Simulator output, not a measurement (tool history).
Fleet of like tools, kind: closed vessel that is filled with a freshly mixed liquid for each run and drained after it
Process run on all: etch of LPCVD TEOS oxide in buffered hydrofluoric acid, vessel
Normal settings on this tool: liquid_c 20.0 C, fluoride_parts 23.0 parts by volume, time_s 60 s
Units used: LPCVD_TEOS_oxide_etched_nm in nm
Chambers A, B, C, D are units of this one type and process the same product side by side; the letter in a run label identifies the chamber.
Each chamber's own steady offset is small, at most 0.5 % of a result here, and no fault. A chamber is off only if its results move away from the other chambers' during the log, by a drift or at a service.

run	hour	liquid_c	fluoride_parts	time_s	hours since the thermometer was replaced	hours since the hydrofluoric acid flow meter was replaced	read-back film thickness of the LPCVD TEOS oxide reference wafer, read on the same gauge (nm)	LPCVD_TEOS_oxide_etched_nm
1B	13.6	20.0	23.0	60	299.0	492.7	39.988	44.577
2D	26.8	20.0	23.0	60	389.3	185.4	40.025	44.888
3A	36.8	20.0	23.0	60	956.9	745.5	39.998	45.275
4C	43.2	20.0	23.0	60	161.0	560.8	39.986	45.568
5B	55.3	20.0	23.0	60	340.7	534.4	39.994	45.048
6D	62.4	20.0	23.0	60	424.9	221.0	40.033	44.944
7C	75.3	20.0	23.0	60	193.1	592.9	39.987	45.602
8A	86.1	22.5	23.0	40	1006.2	794.8	40.011	35.024
9D	94.9	22.5	23.0	40	457.4	253.5	40.005	34.362
# hour 103.3: chamber C: hydrofluoric acid flow meter replaced
10A	109.2	22.5	23.0	40	1029.3	817.9	40.004	35.339
11C	121.0	22.5	23.0	40	238.8	17.7	39.976	35.450
12B	130.9	23.0	29.0	60	416.3	610.0	39.994	45.312
13D	143.2	23.0	29.0	60	505.7	301.8	39.992	45.721
14C	150.9	23.0	29.0	60	268.7	47.6	39.988	44.580
15B	161.9	23.0	29.0	60	447.3	641.0	39.985	45.388
16A	174.3	20.0	23.0	60	1094.4	883.0	40.007	48.765
17B	182.5	20.0	23.0	60	467.9	661.6	39.987	44.957
18D	195.9	20.0	23.0	60	558.4	354.5	39.993	44.879
19C	207.0	20.0	23.0	60	324.8	103.7	39.988	45.202
20A	218.1	20.0	23.0	60	1138.2	926.8	39.999	48.633
21D	229.3	20.0	23.0	60	591.8	387.9	39.992	44.642
22B	236.1	17.0	27.5	60	521.5	715.2	40.007	33.080
23A	245.0	17.0	27.5	60	1165.1	953.7	39.982	36.749
24C	254.6	17.0	27.5	60	372.4	151.3	40.004	33.765
25D	267.8	17.0	27.5	60	630.3	426.4	39.996	33.053
26A	281.9	20.0	23.0	60	1202.0	990.6	40.003	50.342
27B	290.5	20.0	23.0	60	575.9	769.6	40.013	44.486
28C	301.3	20.0	23.0	60	419.1	198.0	39.970	44.861

Each of the 4 chambers runs these same settings next. Fill in every chamber's results:
29A	311.6	20.0	23.0	60				?
29B	311.6	20.0	23.0	60				?
29C	311.6	20.0	23.0	60				?
29D	311.6	20.0	23.0	60				?

run	LPCVD_TEOS_oxide_etched_nm
29A	51.172
29B	44.916
29C	45.425
29D	45.600

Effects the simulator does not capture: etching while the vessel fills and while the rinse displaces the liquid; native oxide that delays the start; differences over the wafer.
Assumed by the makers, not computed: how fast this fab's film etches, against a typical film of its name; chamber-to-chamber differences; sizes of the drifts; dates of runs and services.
